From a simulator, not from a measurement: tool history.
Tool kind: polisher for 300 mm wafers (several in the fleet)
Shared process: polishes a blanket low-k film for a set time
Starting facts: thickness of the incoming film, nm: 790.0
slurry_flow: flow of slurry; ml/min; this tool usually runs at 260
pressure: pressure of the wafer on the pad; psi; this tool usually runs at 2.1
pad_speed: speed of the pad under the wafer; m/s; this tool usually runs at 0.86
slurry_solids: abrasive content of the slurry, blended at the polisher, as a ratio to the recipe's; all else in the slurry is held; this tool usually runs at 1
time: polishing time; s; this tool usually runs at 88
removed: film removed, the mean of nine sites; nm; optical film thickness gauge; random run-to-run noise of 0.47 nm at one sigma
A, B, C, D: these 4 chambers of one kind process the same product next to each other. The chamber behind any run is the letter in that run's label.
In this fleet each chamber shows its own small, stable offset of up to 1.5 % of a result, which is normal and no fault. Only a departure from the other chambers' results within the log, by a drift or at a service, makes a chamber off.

run,hour,slurry_flow,pressure,pad_speed,slurry_solids,time,removed
1D,7,260,2.1,0.86,1,88,33.376
# hour 12.2: chamber C: slurry blender recalibrated
2B,22.1,260,2.1,0.86,1,88,33.985
# hour 29.6: chamber C: worn pad replaced by a new one
3A,30.9,260,2.1,0.86,1,88,34.056
4C,42.9,260,2.1,0.86,1,88,34.183
5D,55,260,2.1,0.86,1,88,33.682
6C,67.8,260,2.1,0.86,1,88,34.453
# hour 73.6: chamber D: slurry nozzle cleaned
7A,82.4,260,2.1,0.86,1,88,32.804
# hour 83.1: chamber A: worn pad replaced by a new one
# hour 83.5: chamber A: slurry blender recalibrated
# hour 97.1: chamber B: conditioning disc replaced and pad reconditioned
8B,98,260,2.1,0.86,1,88,33.619
# hour 100.8: chamber B: slurry blender recalibrated
9C,105.2,260,2.1,0.86,1,88,34.194
10A,117.5,260,2.1,0.86,1,88,33.384
# hour 126.6: chamber D: head pressure recalibrated
11D,133.4,260,2.1,0.86,1,88,34.64
12B,141.2,260,1.8,0.86,0.7,88,23.729
# hour 143.4: chamber D: worn pad replaced by a new one
13B,148.6,260,1.8,0.86,0.7,88,23.387
# hour 157: chamber C: conditioning disc replaced and pad reconditioned
14D,163.9,260,1.8,0.86,0.7,88,24.314
15A,177.5,260,1.8,0.86,0.7,88,24.258
# hour 181: chamber D: slurry blender recalibrated
# hour 192.7: chamber C: slurry blender recalibrated
16C,193.4,260,2.1,0.86,1,88,35.186
17B,205.9,260,2.1,0.86,0.8,59,19.023
18C,213.7,260,2.1,0.86,0.8,59,20.692
19D,226.2,260,2.1,0.86,0.8,59,20.793
# hour 227.6: chamber D: conditioning disc replaced and pad reconditioned
# hour 229.5: chamber A: conditioning disc replaced and pad reconditioned
20A,239.5,260,2.1,0.86,0.8,59,20.438
# hour 243.4: chamber C: worn pad replaced by a new one
# hour 244.5: chamber B: slurry blender recalibrated
21D,250.5,260,2.1,0.86,1,88,33.94
22B,258.5,260,2.1,0.86,1,88,30.252
23A,274.3,260,2.1,0.86,1,88,33.66
24C,283,260,2.1,0.86,1,88,34.642

Which is it: a chamber that has drifted or been left off by a service, a gauge drift common to all chambers, or only each chamber's usual small offset? If a chamber is off, name it and its likeliest cause.

Chamber B drifts away from the others.
Most likely cause: removal rate lost through wear of the pad, % = 10.8.
It could be hard to tell apart here from: head's pressure below its setpoint, %.

Below are 4 candidate recipes for chamber B's next run, each the usual settings with a change, their results shown as question marks. Which of them brings B's results back in line with what the other chambers give on the usual settings?
Maximum distance from the other chambers' mean on the usual settings for a result to count as in line: removed 1.6 nm
25B-1,294.5,170,2.1,0.86,1,88,?
25B-2,294.5,260,2.1,0.88,1,90,?
25B-3,294.5,260,1.9,0.86,0.95,88,?
25B-4,294.5,260,2.2,0.86,1,94,?

Mean of the other chambers on the usual settings: removed 34.067 nm
run,removed
25B-1,28.466
25B-2,31.315
25B-3,26.585
25B-4,33.631
25B-4 brings the chamber back in line.
